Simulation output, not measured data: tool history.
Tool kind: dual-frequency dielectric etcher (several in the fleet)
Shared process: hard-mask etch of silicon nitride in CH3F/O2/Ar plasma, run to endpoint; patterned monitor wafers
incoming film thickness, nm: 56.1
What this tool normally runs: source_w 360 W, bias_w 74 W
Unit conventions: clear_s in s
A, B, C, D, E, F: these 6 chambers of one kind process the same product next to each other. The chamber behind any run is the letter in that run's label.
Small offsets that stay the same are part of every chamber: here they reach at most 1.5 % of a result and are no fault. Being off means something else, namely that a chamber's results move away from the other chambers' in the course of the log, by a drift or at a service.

run	day	source_w	bias_w	hours since the last wet clean	hours since the last source power generator calibration	hours since the last bias power generator calibration	clear_s
1B	0.246	360	74	147.6	2891.5	1133.6	85.211
2E	0.558	360	74	125.8	3119.1	2908.5	83.695
3D	0.875	360	74	467.5	391.4	605.1	84.466
4A	1.154	360	74	267.5	1816.7	3228.7	82.869
5C	1.454	360	74	607.4	4133.9	810.6	83.646
6F	1.754	290	66	333	1358.1	1547.9	93.057
7D	2.058	290	66	495.9	419.8	633.5	95.015
8A	2.354	290	66	296.3	1845.5	3257.5	93.677
# day 2.533: chamber C: wet clean of the chamber
9C	2.654	290	66	3	4162.7	839.4	94.281
10B	2.867	290	66	210.5	2954.4	1196.5	95.646
11F	3.062	290	66	364.4	1389.5	1579.3	94.168
12E	3.308	360	74	191.8	3185.1	2974.5	84.213
13E	3.538	360	74	197.3	3190.6	2980	83.836
14F	3.7	360	74	379.7	1404.8	1594.6	82.712
15C	3.996	360	74	35.2	4194.9	871.6	84.36
16D	4.312	360	74	550	473.9	687.6	83.94
17B	4.596	280	74	252	2995.9	1238	93.444
18A	4.804	280	74	355.1	1904.3	3316.3	90.939
# day 4.875: chamber B: source power generator calibrated
19A	5.046	280	74	360.9	1910.1	3322.1	90.998
20E	5.221	280	74	237.7	3231	3020.4	91.952
# day 5.433: chamber E: source power generator calibrated
21F	5.446	280	74	421.6	1446.7	1636.5	91.111
22C	5.604	280	74	73.8	4233.5	910.2	91.615
23B	5.883	440	90	282.9	24.2	1268.9	73.512
24D	6.05	440	90	591.7	515.6	729.3	72.254
# day 6.175: chamber D: wet clean of the chamber
25D	6.217	440	90	1.1	519.6	733.3	72.498
26F	6.496	440	90	446.8	1471.9	1661.7	71.541
27E	6.733	440	90	274	31.2	3056.7	72.386
28C	6.904	440	90	105	4264.7	941.4	72.307
29B	7.1	360	74	312.1	53.4	1298.1	84.996
30A	7.242	360	74	413.6	1962.8	3374.8	83.394
31D	7.567	430	86	33.5	552	765.7	74.565
32A	7.742	430	86	425.6	1974.8	3386.8	73.895
33C	7.892	430	86	128.7	4288.4	965.1	74.238
34B	8.212	430	86	338.8	80.1	1324.8	75.654
35E	8.404	430	86	314.1	71.3	3096.8	74.09
36F	8.617	430	86	497.7	1522.8	1712.6	73.043
37B	8.858	360	74	354.3	95.6	1340.3	85.214
38A	9.083	360	74	457.8	2007	3419	82.722
39D	9.308	360	74	75.3	593.8	807.5	83.375
40E	9.6	360	74	342.8	100	3125.5	84.249
41C	9.783	320	91	174.1	4333.8	1010.5	81.391
# day 9.921: chamber B: wet clean of the chamber
42F	10	320	91	530.9	1556	1745.8	80.073
43C	10.208	320	91	184.3	4344	1020.7	81.588
44B	10.521	320	91	14.4	135.5	1380.2	82.282

For the next run the whole fleet of 6 chambers uses the same settings. Give each chamber's results:
45A	10.754	360	74				?
45B	10.754	360	74				?
45C	10.754	360	74				?
45D	10.754	360	74				?
45E	10.754	360	74				?
45F	10.754	360	74				?

run	clear_s
45A	83.747
45B	84.492
45C	83.784
45D	84.072
45E	83.156
45F	82.513
